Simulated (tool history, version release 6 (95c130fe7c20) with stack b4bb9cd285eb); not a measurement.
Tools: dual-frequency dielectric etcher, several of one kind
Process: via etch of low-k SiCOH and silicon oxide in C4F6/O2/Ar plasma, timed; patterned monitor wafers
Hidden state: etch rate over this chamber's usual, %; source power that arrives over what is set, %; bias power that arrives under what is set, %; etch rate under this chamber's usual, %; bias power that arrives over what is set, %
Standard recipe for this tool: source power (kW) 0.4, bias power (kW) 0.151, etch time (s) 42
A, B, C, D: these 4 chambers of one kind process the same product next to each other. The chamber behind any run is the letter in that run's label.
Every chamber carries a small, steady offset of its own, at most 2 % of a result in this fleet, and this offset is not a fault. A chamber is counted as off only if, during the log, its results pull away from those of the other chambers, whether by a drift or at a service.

| run | hour | source power (kW) | bias power (kW) | etch time (s) | hours since the last wet clean | hours since the last source power generator calibration | hours since the last bias power generator calibration | read-back reference wafer on the same gauge, depth_nm | mean etch depth across the wafer (Å) |
|---|---|---|---|---|---|---|---|---|---|
| 1C | 6.7 | 0.4 | 0.151 | 42 | 257.1 | 3573.6 | 3518.1 | 105.98 | 1034.6 |
| 2A | 14.7 | 0.4 | 0.151 | 42 | 255.6 | 2776.9 | 1149.4 | 106.04 | 1044.7 |
| 3D | 24.4 | 0.4 | 0.151 | 42 | 148.8 | 1565.9 | 168.4 | 106.04 | 1049 |
| 4B | 34.5 | 0.4 | 0.151 | 42 | 243.7 | 208.4 | 1565.7 | 106.05 | 1055.1 |
| 5B | 42.9 | 0.4 | 0.151 | 42 | 252.1 | 216.8 | 1574.1 | 106.08 | 1055.7 |
| 6A | 50.2 | 0.4 | 0.151 | 42 | 291.1 | 2812.4 | 1184.9 | 106.09 | 1041.4 |
| 7C | 59.6 | 0.4 | 0.151 | 42 | 310 | 3626.5 | 3571 | 106.11 | 1036.9 |
| 8D | 66.4 | 0.4 | 0.151 | 42 | 190.8 | 1607.9 | 210.4 | 106.14 | 1048.1 |
| 9B | 75.5 | 0.4 | 0.151 | 42 | 284.7 | 249.4 | 1606.7 | 106.16 | 1053.7 |
| 10D | 85.6 | 0.4 | 0.151 | 42 | 210 | 1627.1 | 229.6 | 106.15 | 1048.5 |
| 11A | 91.1 | 0.4 | 0.151 | 42 | 332 | 2853.3 | 1225.8 | 106.15 | 1044.7 |
| 12C | 101.7 | 0.4 | 0.151 | 42 | 352.1 | 3668.6 | 3613.1 | 106.17 | 1037.8 |
| 13A | 114 | 0.4 | 0.151 | 42 | 354.9 | 2876.2 | 1248.7 | 106.15 | 1042.8 |
| 14B | 122 | 0.4 | 0.151 | 42 | 331.2 | 295.9 | 1653.2 | 106.25 | 1054.2 |
| 15C | 134.5 | 0.4 | 0.151 | 42 | 384.9 | 3701.4 | 3645.9 | 106.26 | 1036.2 |
| 16D | 141.5 | 0.4 | 0.151 | 42 | 265.9 | 1683 | 285.5 | 106.23 | 1050 |
| 17C | 151.6 | 0.4 | 0.151 | 42 | 402 | 3718.5 | 3663 | 106.24 | 1038.5 |
| 18B | 157.3 | 0.4 | 0.151 | 42 | 366.5 | 331.2 | 1688.5 | 106.25 | 1054.7 |
|  | 160.1 | chamber A: wet clean of the chamber |
| 19D | 167.3 | 0.4 | 0.151 | 42 | 291.7 | 1708.8 | 311.3 | 106.29 | 1051.8 |
|  | 167.5 | chamber C: wet clean of the chamber |
| 20A | 177.8 | 0.4 | 0.151 | 42 | 17.8 | 2940 | 1312.5 | 106.3 | 1044.7 |
| 21C | 187.3 | 0.4 | 0.151 | 35 | 19.8 | 3754.2 | 3698.7 | 106.32 | 865.43 |
| 22D | 199.4 | 0.4 | 0.151 | 35 | 323.8 | 1740.9 | 343.4 | 106.32 | 874.85 |
| 23B | 208.5 | 0.4 | 0.151 | 35 | 417.7 | 382.4 | 1739.7 | 106.36 | 881.77 |
| 24A | 218.5 | 0.4 | 0.151 | 35 | 58.5 | 2980.7 | 1353.2 | 106.4 | 872.62 |
| 25C | 230.2 | 0.4 | 0.151 | 42 | 62.7 | 3797.1 | 3741.6 | 106.38 | 1037.2 |
| 26A | 238 | 0.4 | 0.151 | 42 | 78 | 3000.2 | 1372.7 | 106.4 | 1048.6 |
| 27B | 246.8 | 0.4 | 0.151 | 42 | 456 | 420.7 | 1778 | 106.44 | 1058.5 |
| 28D | 258.3 | 0.4 | 0.151 | 42 | 382.7 | 1799.8 | 402.3 | 106.45 | 1050.6 |
| 29C | 265.4 | 0.4 | 0.151 | 42 | 97.9 | 3832.3 | 3776.8 | 106.46 | 1040.7 |
| 30B | 275.6 | 0.4 | 0.151 | 42 | 484.8 | 449.5 | 1806.8 | 106.49 | 1058.9 |
| 31D | 282.5 | 0.4 | 0.151 | 42 | 406.9 | 1824 | 426.5 | 106.5 | 1052.9 |

Decide between three cases: one chamber stands off from its peers, the gauge reading all wafers drifts, or nothing is wrong past each chamber's small offset. Where a chamber is off, say which and what most likely put it there.

Gauge drift. The chambers move together only on paper, and none stands off.
Likeliest cause: gauge reads high (%) = 0.486.
